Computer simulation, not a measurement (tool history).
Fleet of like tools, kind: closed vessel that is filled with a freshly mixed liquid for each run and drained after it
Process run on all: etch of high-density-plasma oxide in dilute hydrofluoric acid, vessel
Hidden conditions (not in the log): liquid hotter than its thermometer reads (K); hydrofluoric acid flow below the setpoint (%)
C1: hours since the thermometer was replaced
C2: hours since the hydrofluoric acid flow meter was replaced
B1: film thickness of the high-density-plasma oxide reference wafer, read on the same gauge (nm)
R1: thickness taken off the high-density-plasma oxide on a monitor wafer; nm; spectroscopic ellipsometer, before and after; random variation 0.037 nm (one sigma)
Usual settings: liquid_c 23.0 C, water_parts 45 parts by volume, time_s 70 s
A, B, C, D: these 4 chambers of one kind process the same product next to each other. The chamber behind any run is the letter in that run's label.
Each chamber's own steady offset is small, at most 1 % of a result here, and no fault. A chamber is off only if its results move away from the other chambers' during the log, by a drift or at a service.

Run 1A, hour 3.3: usual settings; C1 1913.8; C2 432.6; B1 59.996. Result: R1 8.1119 nm.
Run 2C, hour 8.6: usual settings; C1 1835.3; C2 400.8; B1 60.005. Result: R1 8.1474 nm.
Run 3D, hour 14.0: usual settings; C1 1234.5; C2 76.0; B1 59.994. Result: R1 8.2435 nm.
Run 4B, hour 19.9: usual settings; C1 1201.8; C2 271.5; B1 59.985. Result: R1 8.1838 nm.
Run 5D, hour 24.3: usual settings; C1 1244.8; C2 86.3; B1 60.000. Result: R1 8.3002 nm.
Run 6B, hour 28.2: usual settings; C1 1210.1; C2 279.8; B1 60.002. Result: R1 8.2540 nm.
Run 7A, hour 32.8: usual settings but water_parts 40 parts by volume, time_s 60 s; C1 1943.3; C2 462.1; B1 59.986. Result: R1 7.9338 nm.
Run 8C, hour 36.5: usual settings but water_parts 40 parts by volume, time_s 60 s; C1 1863.2; C2 428.7; B1 59.986. Result: R1 7.9077 nm.
Run 9C, hour 39.3: usual settings but water_parts 40 parts by volume, time_s 60 s; C1 1866.0; C2 431.5; B1 60.007. Result: R1 7.8739 nm.
Run 10A, hour 44.9: usual settings but water_parts 40 parts by volume, time_s 60 s; C1 1955.4; C2 474.2; B1 60.016. Result: R1 7.9114 nm.
Run 11D, hour 47.6: usual settings; C1 1268.1; C2 109.6; B1 60.003. Result: R1 8.2795 nm.
Run 12B, hour 50.8: usual settings but liquid_c 26.5 C; C1 1232.7; C2 302.4; B1 59.986. Result: R1 9.4780 nm.
Run 13B, hour 55.5: usual settings but liquid_c 26.5 C; C1 1237.4; C2 307.1; B1 60.001. Result: R1 9.4661 nm.
Run 14A, hour 60.0: usual settings but liquid_c 26.5 C; C1 1970.5; C2 489.3; B1 60.019. Result: R1 9.3245 nm.
Run 15C, hour 65.7: usual settings but liquid_c 26.5 C; C1 1892.4; C2 457.9; B1 60.001. Result: R1 9.4104 nm.
Run 16D, hour 71.1: usual settings; C1 1291.6; C2 133.1; B1 60.013. Result: R1 8.1610 nm.
Run 17C, hour 76.6: usual settings but water_parts 55 parts by volume, time_s 95 s; C1 1903.3; C2 468.8; B1 60.006. Result: R1 9.0024 nm.
Run 18B, hour 79.5: usual settings but water_parts 55 parts by volume, time_s 95 s; C1 1261.4; C2 331.1; B1 59.995. Result: R1 8.9802 nm.
Run 19A, hour 82.5: usual settings but water_parts 55 parts by volume, time_s 95 s; C1 1993.0; C2 511.8; B1 59.997. Result: R1 8.8273 nm.
Run 20D, hour 85.5: usual settings but water_parts 55 parts by volume, time_s 95 s; C1 1306.0; C2 147.5; B1 60.006. Result: R1 9.0868 nm.
Run 21A, hour 90.8: usual settings; C1 2001.3; C2 520.1; B1 60.004. Result: R1 8.0544 nm.
Run 22C, hour 93.5: usual settings; C1 1920.2; C2 485.7; B1 60.000. Result: R1 8.1263 nm.
Run 23B, hour 97.0: usual settings; C1 1278.9; C2 348.6; B1 60.004. Result: R1 8.1721 nm.
Run 24D, hour 101.6: usual settings but water_parts 60 parts by volume, time_s 35 s; C1 1322.1; C2 163.6; B1 59.990. Result: R1 3.0161 nm.
Run 25C, hour 106.5: usual settings but water_parts 60 parts by volume, time_s 35 s; C1 1933.2; C2 498.7; B1 59.994. Result: R1 2.9859 nm.
At hour 109.4: chamber A: thermometer replaced.
Run 26A, hour 109.8: usual settings but water_parts 60 parts by volume, time_s 35 s; C1 0.4; C2 539.1; B1 60.025. Result: R1 2.9283 nm.
At hour 110.1: chamber C: thermometer replaced.
Run 27D, hour 114.6: usual settings but water_parts 60 parts by volume, time_s 35 s; C1 1335.1; C2 176.6; B1 59.995. Result: R1 3.0430 nm.
Run 28B, hour 118.7: usual settings; C1 1300.6; C2 370.3; B1 60.015. Result: R1 8.1904 nm.
Run 29D, hour 123.7: usual settings; C1 1344.2; C2 185.7; B1 59.996. Result: R1 8.2962 nm.
Run 30A, hour 128.5: usual settings; C1 19.1; C2 557.8; B1 59.993. Result: R1 8.0064 nm.
Run 31C, hour 134.2: usual settings; C1 24.2; C2 526.4; B1 59.992. Result: R1 8.1937 nm.
Run 32B, hour 139.2: usual settings; C1 1321.1; C2 390.8; B1 59.996. Result: R1 8.1286 nm.
Run 33B, hour 144.7: usual settings; C1 1326.6; C2 396.3; B1 59.995. Result: R1 8.2239 nm.
Run 34C, hour 149.0: usual settings; C1 39.0; C2 541.2; B1 59.991. Result: R1 8.1371 nm.

Has any chamber moved away from the others, gradually or after a service, or does the common gauge drift, or do the chambers differ only by their own small steady offsets? State the chamber and the most likely cause if one applies.

It is chamber A that slowly wanders off from its peers.
Most likely cause: hydrofluoric acid flow below the setpoint (%) = 3.02.

Chamber A could run next with any of the 4 candidate recipes listed below; each alters the usual settings, and their results appear as question marks. Which one brings its results back in line with what the other chambers deliver on the usual settings?
In line means no further than this from the other chambers' mean on the usual settings: R1 0.1300 nm
Run 35A-1, hour 153.2: usual settings but time_s 65 s. Result: R1 ?.
Run 35A-2, hour 153.2: usual settings but liquid_c 24.0 C. Result: R1 ?.
Run 35A-3, hour 153.2: usual settings but time_s 75 s. Result: R1 ?.
Run 35A-4, hour 153.2: usual settings but liquid_c 22.0 C. Result: R1 ?.

Other chambers, usual settings, mean: R1 8.1869 nm
  run      R1
35A-1  7.3056
35A-2  8.1936
35A-3  8.4295
35A-4  7.5490
It is 35A-2 that realigns the chamber with its peers.
